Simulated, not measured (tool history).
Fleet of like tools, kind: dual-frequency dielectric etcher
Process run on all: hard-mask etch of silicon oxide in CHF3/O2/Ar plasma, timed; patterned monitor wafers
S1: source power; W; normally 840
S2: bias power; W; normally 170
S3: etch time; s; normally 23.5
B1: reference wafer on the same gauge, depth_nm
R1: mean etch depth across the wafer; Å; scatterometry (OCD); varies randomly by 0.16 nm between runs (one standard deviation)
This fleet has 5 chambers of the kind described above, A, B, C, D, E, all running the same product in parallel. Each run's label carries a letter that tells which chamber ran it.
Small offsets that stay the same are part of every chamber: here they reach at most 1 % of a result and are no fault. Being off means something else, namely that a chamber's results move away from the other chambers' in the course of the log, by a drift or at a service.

run	day	S1	S2	S3	B1	R1
1D	0.404	840	170	23.5	55.656	516.69
2C	1.058	840	170	23.5	55.690	514.60
3E	1.446	840	170	23.5	55.674	515.75
# day 1.867: chamber A: wet clean of the chamber
4A	1.958	840	170	23.5	55.692	520.43
# day 2.612: chamber E: source power generator calibrated
5B	2.642	840	195	20.5	55.703	468.94
6C	2.967	840	195	20.5	55.684	471.09
# day 3.429: chamber D: wet clean of the chamber
7B	3.638	840	195	20.5	55.743	469.93
8E	4.242	840	195	20.5	55.665	470.72
9A	4.688	840	195	20.5	55.660	472.64
10D	5.367	840	170	23.5	55.679	518.45
11D	5.983	940	208	23.5	55.654	576.07
12E	6.629	940	208	23.5	55.683	579.61
13B	7.029	940	208	23.5	55.697	574.06
# day 7.429: chamber E: wet clean of the chamber
14A	7.575	940	208	23.5	55.707	582.79
15C	7.992	940	208	23.5	55.699	573.67
16E	8.642	840	170	23.5	55.693	516.68
17A	9.058	840	170	23.5	55.688	519.13
18B	9.567	840	170	23.5	55.723	516.46
19C	10.000	840	170	23.5	55.698	515.07
20D	10.671	840	170	23.5	55.677	516.21
21E	11.108	840	170	23.5	55.742	513.73
22B	11.742	840	170	23.5	55.644	521.00
# day 11.946: chamber C: wet clean of the chamber
23D	12.204	840	170	23.5	55.658	518.48
24C	12.883	1010	170	21.0	55.725	491.90
25A	13.229	1010	170	21.0	55.715	496.61
26B	13.692	1010	170	21.0	55.722	500.61
27D	14.208	1010	170	21.0	55.671	495.88
28A	14.742	1010	170	21.0	55.689	496.61
29C	15.292	840	170	23.5	55.704	516.23
30E	15.842	840	170	23.5	55.714	516.73
# day 16.300: chamber E: bias power generator calibrated
31A	16.392	840	170	23.5	55.661	517.12
32E	16.879	840	170	23.5	55.708	515.16
33C	17.262	840	170	23.5	55.675	515.84
34B	17.633	840	170	23.5	55.662	529.99
35D	17.950	840	170	23.5	55.751	516.66
36C	18.512	950	170	23.5	55.667	539.36
37E	18.904	950	170	23.5	55.698	536.73
38D	19.338	950	170	23.5	55.714	543.44
39A	19.762	950	170	23.5	55.714	542.47
40B	20.258	950	170	23.5	55.696	559.32

Predict what each chamber gives when all 5 of them run the settings below next.
41A	20.754	940	170	23.5		?
41B	20.754	940	170	23.5		?
41C	20.754	940	170	23.5		?
41D	20.754	940	170	23.5		?
41E	20.754	940	170	23.5		?

run	R1
41A	541.58
41B	558.58
41C	539.27
41D	537.72
41E	538.33
